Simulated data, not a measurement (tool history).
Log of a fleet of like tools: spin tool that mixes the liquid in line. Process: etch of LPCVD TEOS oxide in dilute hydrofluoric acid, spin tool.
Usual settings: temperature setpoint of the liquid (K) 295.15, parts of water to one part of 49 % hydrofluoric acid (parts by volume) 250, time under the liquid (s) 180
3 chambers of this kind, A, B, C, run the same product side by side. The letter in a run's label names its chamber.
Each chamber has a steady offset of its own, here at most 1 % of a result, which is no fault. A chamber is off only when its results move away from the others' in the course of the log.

run,hour,temperature setpoint of the liquid (K),parts of water to one part of 49 % hydrofluoric acid (parts by volume),time under the liquid (s),"read-back film thickness of the LPCVD TEOS oxide reference wafer, read on the same gauge (nm)",thickness taken off the LPCVD TEOS oxide on a monitor wafer (nm)
1B,13.7,295.15,250,180,140.01,12.4320
2C,26.8,295.15,250,180,139.97,12.3260
3A,41.0,295.15,250,180,139.99,12.1810
# hour 48.9: chamber C: hydrofluoric acid flow meter replaced
4B,53.7,295.15,250,180,140.00,12.2670
5A,64.2,295.15,250,180,139.99,12.1070
6C,78.6,295.15,250,180,140.00,12.3330
7C,85.2,295.15,145,240,140.01,31.3790
8B,91.6,295.15,145,240,140.00,32.0870
9A,101.4,295.15,145,240,140.00,30.6880
10A,108.4,295.15,250,180,139.99,12.1600
11B,120.7,295.15,250,180,140.01,12.3750
12C,134.1,295.15,250,180,139.99,12.6170
# hour 134.4: chamber B: thermometer replaced
13A,142.3,295.15,250,180,140.00,12.2130
14C,149.0,295.15,250,180,139.99,12.4430
15B,159.1,295.15,250,180,139.99,12.3010
16B,173.2,297.65,250,115,139.99,8.5905
17A,186.9,297.65,250,115,140.00,8.4582
# hour 193.2: chamber A: thermometer replaced
18C,198.3,297.65,250,115,139.99,8.8543
19C,212.7,295.15,250,180,140.02,12.5200
20A,220.3,295.15,250,180,139.99,12.0870
21B,232.1,295.15,250,180,140.02,12.2330
22B,241.3,295.15,250,180,139.99,12.2570
23A,254.1,293.65,250,180,140.01,11.5090

All 3 chambers run these settings next. Forecast each chamber's results:
24A,264.5,295.15,250,180,,?
24B,264.5,295.15,250,180,,?
24C,264.5,295.15,250,180,,?

run,thickness taken off the LPCVD TEOS oxide on a monitor wafer (nm)
24A,12.2010
24B,12.3160
24C,12.4830

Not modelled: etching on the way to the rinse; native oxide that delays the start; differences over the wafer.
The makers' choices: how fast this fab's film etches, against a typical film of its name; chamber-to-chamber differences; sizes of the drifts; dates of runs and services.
